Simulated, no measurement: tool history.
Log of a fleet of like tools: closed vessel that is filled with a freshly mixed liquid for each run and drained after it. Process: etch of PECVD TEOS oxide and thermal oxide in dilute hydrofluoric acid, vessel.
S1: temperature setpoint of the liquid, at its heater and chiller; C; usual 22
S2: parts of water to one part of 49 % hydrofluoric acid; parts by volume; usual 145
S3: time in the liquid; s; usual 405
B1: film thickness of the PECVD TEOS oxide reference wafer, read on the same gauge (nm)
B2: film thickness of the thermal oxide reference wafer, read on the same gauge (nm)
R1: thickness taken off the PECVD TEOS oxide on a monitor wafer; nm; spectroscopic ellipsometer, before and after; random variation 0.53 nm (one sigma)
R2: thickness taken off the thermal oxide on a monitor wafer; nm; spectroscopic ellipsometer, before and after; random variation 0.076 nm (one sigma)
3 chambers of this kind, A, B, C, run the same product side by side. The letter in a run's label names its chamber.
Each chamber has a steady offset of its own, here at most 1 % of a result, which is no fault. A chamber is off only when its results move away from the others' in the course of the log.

run 1C hour=9.0 | S1=22 S2=145 S3=405 | B1=40.014 B2=100.000 | R1=53.580 R2=11.4550
run 2A hour=16.1 | S1=22 S2=145 S3=405 | B1=40.003 B2=100.000 | R1=53.389 R2=11.4760
run 3B hour=22.6 | S1=22 S2=145 S3=405 | B1=40.004 B2=100.000 | R1=53.611 R2=11.4500
run 4C hour=29.6 | S1=22 S2=145 S3=405 | B1=40.023 B2=99.992 | R1=52.975 R2=11.5470
run 5A hour=38.2 | S1=22 S2=145 S3=405 | B1=39.994 B2=99.990 | R1=52.996 R2=11.5610
run 6B hour=43.0 | S1=22 S2=145 S3=405 | B1=40.020 B2=100.010 | R1=54.037 R2=11.4730
run 7A hour=51.3 | S1=22 S2=145 S3=405 | B1=39.997 B2=100.010 | R1=54.175 R2=11.5200
-- hour=53.0 chamber C: hydrofluoric acid flow meter replaced
run 8B hour=60.7 | S1=22 S2=145 S3=405 | B1=40.034 B2=100.000 | R1=54.526 R2=11.5030
run 9C hour=66.2 | S1=26 S2=145 S3=585 | B1=40.025 B2=100.050 | R1=90.194 R2=19.5330
run 10B hour=73.9 | S1=26 S2=145 S3=585 | B1=39.995 B2=100.000 | R1=89.655 R2=19.5640
run 11C hour=81.6 | S1=26 S2=145 S3=585 | B1=39.997 B2=100.000 | R1=90.587 R2=19.3710
run 12A hour=91.2 | S1=22 S2=145 S3=405 | B1=39.985 B2=100.010 | R1=53.916 R2=11.5150
run 13A hour=97.8 | S1=22 S2=145 S3=405 | B1=39.993 B2=100.010 | R1=54.240 R2=11.5170
run 14C hour=102.2 | S1=22 S2=145 S3=405 | B1=40.013 B2=99.982 | R1=53.290 R2=11.4670
run 15B hour=108.3 | S1=22 S2=145 S3=405 | B1=39.984 B2=99.997 | R1=53.674 R2=11.4480
run 16B hour=114.1 | S1=22 S2=145 S3=405 | B1=39.989 B2=99.994 | R1=53.321 R2=11.5720
run 17C hour=123.1 | S1=22 S2=145 S3=260 | B1=40.006 B2=99.999 | R1=34.771 R2=7.4745
run 18A hour=132.4 | S1=22 S2=145 S3=260 | B1=39.993 B2=100.000 | R1=34.070 R2=7.3496
run 19C hour=140.2 | S1=22 S2=145 S3=260 | B1=40.012 B2=99.963 | R1=34.411 R2=7.5007
run 20B hour=148.8 | S1=22 S2=145 S3=405 | B1=40.010 B2=99.976 | R1=52.784 R2=11.5100
run 21A hour=155.3 | S1=22 S2=145 S3=405 | B1=39.998 B2=100.010 | R1=53.841 R2=11.5160
run 22A hour=162.0 | S1=22 S2=145 S3=405 | B1=40.016 B2=100.020 | R1=54.446 R2=11.4750
run 23C hour=171.8 | S1=22 S2=105 S3=215 | B1=39.985 B2=100.020 | R1=40.780 R2=8.8636
run 24B hour=177.9 | S1=22 S2=105 S3=215 | B1=40.006 B2=100.030 | R1=41.146 R2=8.7571

What goes on in this fleet: one chamber off, a drifting gauge, or nothing beyond the chambers' own small offsets? Name the chamber and the cause, if any.

No chamber stands off beyond its own small offset, and the gauge holds steady.
